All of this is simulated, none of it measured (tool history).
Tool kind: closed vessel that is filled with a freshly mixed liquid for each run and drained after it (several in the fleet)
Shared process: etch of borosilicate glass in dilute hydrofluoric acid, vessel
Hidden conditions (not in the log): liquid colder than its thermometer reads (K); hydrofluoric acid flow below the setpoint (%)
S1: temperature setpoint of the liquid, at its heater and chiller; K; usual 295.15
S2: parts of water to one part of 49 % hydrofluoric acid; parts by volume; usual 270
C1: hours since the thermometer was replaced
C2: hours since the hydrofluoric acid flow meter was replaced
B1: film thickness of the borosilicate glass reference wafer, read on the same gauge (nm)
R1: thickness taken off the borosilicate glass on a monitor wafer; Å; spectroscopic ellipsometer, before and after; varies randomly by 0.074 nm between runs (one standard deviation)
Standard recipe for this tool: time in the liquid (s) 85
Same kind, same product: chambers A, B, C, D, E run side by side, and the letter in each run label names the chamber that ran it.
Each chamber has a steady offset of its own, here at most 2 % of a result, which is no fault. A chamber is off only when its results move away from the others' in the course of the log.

Run 1A, hour 3.4: usual settings; C1 532.1; C2 593.3; B1 140.02. Result: R1 81.579 Å.
Run 2C, hour 7.2: usual settings; C1 267.6; C2 349.9; B1 139.98. Result: R1 80.833 Å.
Run 3B, hour 10.3: usual settings; C1 1138.6; C2 172.7; B1 139.92. Result: R1 82.117 Å.
Run 4E, hour 13.4: usual settings; C1 356.1; C2 223.9; B1 139.98. Result: R1 81.918 Å.
Run 5D, hour 17.9: usual settings; C1 288.1; C2 1169.1; B1 140.00. Result: R1 81.259 Å.
Run 6A, hour 22.7: usual settings; C1 551.4; C2 612.6; B1 140.00. Result: R1 81.816 Å.
Run 7B, hour 27.2: usual settings; C1 1155.5; C2 189.6; B1 139.99. Result: R1 82.640 Å.
Run 8C, hour 30.5: usual settings; C1 290.9; C2 373.2; B1 139.99. Result: R1 80.022 Å.
Run 9E, hour 33.8: usual settings; C1 376.5; C2 244.3; B1 139.97. Result: R1 80.846 Å.
Run 10D, hour 38.8: usual settings; C1 309.0; C2 1190.0; B1 140.03. Result: R1 80.623 Å.
Run 11A, hour 43.2: usual settings; C1 571.9; C2 633.1; B1 139.97. Result: R1 81.158 Å.
Run 12E, hour 47.1: usual settings; C1 389.8; C2 257.6; B1 139.96. Result: R1 81.914 Å.
Run 13B, hour 51.0: usual settings; C1 1179.3; C2 213.4; B1 139.98. Result: R1 82.831 Å.
Run 14C, hour 53.6: usual settings; C1 314.0; C2 396.3; B1 140.00. Result: R1 79.985 Å.
Run 15D, hour 56.9: usual settings but S2 345 parts by volume, time in the liquid (s) 55; C1 327.1; C2 1208.1; B1 140.00. Result: R1 38.370 Å.
Run 16C, hour 61.4: usual settings but S2 345 parts by volume, time in the liquid (s) 55; C1 321.8; C2 404.1; B1 139.97. Result: R1 36.945 Å.
Run 17B, hour 63.7: usual settings but S2 345 parts by volume, time in the liquid (s) 55; C1 1192.0; C2 226.1; B1 140.00. Result: R1 39.011 Å.
Run 18E, hour 67.3: usual settings but S2 345 parts by volume, time in the liquid (s) 55; C1 410.0; C2 277.8; B1 139.97. Result: R1 38.941 Å.
Run 19A, hour 70.2: usual settings but S2 345 parts by volume, time in the liquid (s) 55; C1 598.9; C2 660.1; B1 140.00. Result: R1 38.425 Å.
Run 20D, hour 74.7: usual settings but S2 200 parts by volume, time in the liquid (s) 40; C1 344.9; C2 1225.9; B1 140.02. Result: R1 54.872 Å.
Run 21A, hour 77.4: usual settings but S2 200 parts by volume, time in the liquid (s) 40; C1 606.1; C2 667.3; B1 139.98. Result: R1 54.860 Å.
Run 22C, hour 79.8: usual settings but S2 200 parts by volume, time in the liquid (s) 40; C1 340.2; C2 422.5; B1 139.96. Result: R1 53.907 Å.
Run 23B, hour 83.2: usual settings but S2 200 parts by volume, time in the liquid (s) 40; C1 1211.5; C2 245.6; B1 139.98. Result: R1 55.613 Å.
Run 24D, hour 86.8: usual settings but S2 200 parts by volume, time in the liquid (s) 40; C1 357.0; C2 1238.0; B1 140.03. Result: R1 54.501 Å.
Run 25E, hour 89.3: usual settings; C1 432.0; C2 299.8; B1 140.02. Result: R1 80.826 Å.
Run 26A, hour 92.2: usual settings; C1 620.9; C2 682.1; B1 140.01. Result: R1 82.127 Å.
Run 27D, hour 94.8: usual settings; C1 365.0; C2 1246.0; B1 140.02. Result: R1 80.914 Å.
Run 28C, hour 97.3: usual settings; C1 357.7; C2 440.0; B1 140.07. Result: R1 75.089 Å.
Run 29E, hour 102.0: usual settings; C1 444.7; C2 312.5; B1 139.97. Result: R1 81.722 Å.
Run 30B, hour 107.0: usual settings; C1 1235.3; C2 269.4; B1 139.99. Result: R1 83.001 Å.
Run 31A, hour 111.7: usual settings; C1 640.4; C2 701.6; B1 140.01. Result: R1 81.879 Å.
Run 32E, hour 115.4: usual settings; C1 458.1; C2 325.9; B1 140.00. Result: R1 81.699 Å.
Run 33B, hour 119.4: usual settings; C1 1247.7; C2 281.8; B1 140.00. Result: R1 82.547 Å.
Run 34D, hour 123.8: usual settings; C1 394.0; C2 1275.0; B1 140.03. Result: R1 81.231 Å.
Run 35C, hour 127.3: usual settings; C1 387.7; C2 470.0; B1 139.97. Result: R1 74.188 Å.
Run 36B, hour 130.8: usual settings; C1 1259.1; C2 293.2; B1 140.02. Result: R1 81.360 Å.
Run 37A, hour 134.7: usual settings; C1 663.4; C2 724.6; B1 139.96. Result: R1 81.150 Å.

Each of the 5 chambers runs these same settings next. Fill in every chamber's results:
Run 38A, hour 138.3: usual settings but S2 345 parts by volume. Result: R1 ?.
Run 38B, hour 138.3: usual settings but S2 345 parts by volume. Result: R1 ?.
Run 38C, hour 138.3: usual settings but S2 345 parts by volume. Result: R1 ?.
Run 38D, hour 138.3: usual settings but S2 345 parts by volume. Result: R1 ?.
Run 38E, hour 138.3: usual settings but S2 345 parts by volume. Result: R1 ?.

run      R1
38A  59.048
38B  58.800
38C  53.573
38D  59.227
38E  59.277
